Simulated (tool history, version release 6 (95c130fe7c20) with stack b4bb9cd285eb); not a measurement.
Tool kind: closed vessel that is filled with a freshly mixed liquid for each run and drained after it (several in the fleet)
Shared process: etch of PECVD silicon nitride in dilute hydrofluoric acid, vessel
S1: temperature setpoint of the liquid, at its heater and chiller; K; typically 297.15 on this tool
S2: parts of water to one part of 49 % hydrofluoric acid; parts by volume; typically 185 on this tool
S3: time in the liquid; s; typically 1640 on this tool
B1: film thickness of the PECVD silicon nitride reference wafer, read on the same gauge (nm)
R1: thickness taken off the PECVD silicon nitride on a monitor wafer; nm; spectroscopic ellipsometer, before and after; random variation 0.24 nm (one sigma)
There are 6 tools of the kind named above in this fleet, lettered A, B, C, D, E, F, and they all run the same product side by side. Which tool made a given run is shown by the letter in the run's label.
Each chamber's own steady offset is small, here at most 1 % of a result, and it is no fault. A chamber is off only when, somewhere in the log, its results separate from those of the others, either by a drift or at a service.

run,day,S1,S2,S3,B1,R1
1B,0.379,297.15,185,1640,149.98,32.743
2A,0.558,297.15,185,1640,150.01,32.925
3D,0.921,297.15,185,1640,150.03,31.55
4E,1.25,297.15,185,1640,149.99,32.701
5F,1.608,297.15,185,1640,149.99,32.875
6C,1.842,297.15,185,1130,150.01,22.34
7E,2.138,297.15,185,1130,149.99,22.461
8D,2.496,297.15,185,1130,150.02,21.97
9B,2.85,297.15,185,1130,150.03,22.893
10A,3.175,297.15,185,1130,150,22.967
11C,3.362,297.15,185,1130,150,22.362
12F,3.571,295.15,185,1140,150.03,19.964
# day 3.767: chamber D: hydrofluoric acid flow meter replaced
13C,3.804,295.15,185,1140,150.04,19.957
14A,4.117,295.15,185,1140,150.03,19.826
15E,4.479,295.15,185,1140,150,20.275
16D,4.746,295.15,185,1140,150.03,20.007
# day 4.917: chamber D: thermometer replaced
17F,4.946,295.15,185,1140,149.97,19.952
18B,5.212,295.15,120,1640,149.96,44.373
19F,5.417,295.15,120,1640,150.01,44.79
20D,5.738,295.15,120,1640,149.98,43.036
21C,6.067,295.15,120,1640,150.03,43.314
22A,6.288,295.15,120,1640,150,43.647
23B,6.533,295.15,120,1640,150.03,43.374
24E,6.879,297.15,185,1640,149.97,33.943
25E,7.079,295.15,185,1995,149.99,36.371
26D,7.388,295.15,185,1995,150.03,34.519
27F,7.654,295.15,185,1995,149.98,34.981
28C,7.85,295.15,185,1995,150,35.101
29A,8.125,295.15,185,1995,150.01,35.1
30B,8.35,295.15,185,1995,149.98,34.624
# day 8.621: chamber F: hydrofluoric acid flow meter replaced
31F,8.65,297.15,185,1640,149.98,32.503
32B,9.046,297.15,185,1640,149.98,32.502
33C,9.238,297.15,185,1640,149.93,32.301
34D,9.629,297.15,185,1640,149.97,32.315
35A,10.012,297.15,185,1640,149.99,32.762
36E,10.238,297.15,185,1640,150.02,35.02
37F,10.617,297.15,185,1640,150.02,32.268
38E,10.954,297.15,185,1640,149.97,34.761
39C,11.196,297.15,185,1640,150.04,32.553
40B,11.454,297.15,185,1640,149.97,32.722
41D,11.762,297.15,185,1640,150.03,32.604

Which is it: a chamber that has drifted or been left off by a service, a gauge drift common to all chambers, or only each chamber's usual small offset? If a chamber is off, name it and its likeliest cause.

Chamber E drifts away from the others.
What lies behind it: liquid hotter than its thermometer reads (K) = 1.44.
From this log alone, it may not be told apart from: hydrofluoric acid flow above the setpoint (%).

Which of the 4 candidates below, each the usual settings with something changed and its results left as question marks, puts chamber E back in line with what the other chambers give on the usual settings?
Allowed miss from the other chambers' usual-settings mean, per result, to count as in line: R1 0.84 nm
42E-1,12.046,297.15,190,1600,,?
42E-2,12.046,297.15,190,1550,,?
42E-3,12.046,297.65,185,1755,,?
42E-4,12.046,297.15,180,1680,,?

Average result of the remaining chambers running the usual settings: R1 32.53 nm
run,R1
42E-1,33.778
42E-2,32.722
42E-3,39.219
42E-4,37.401
42E-2 brings the chamber back in line.
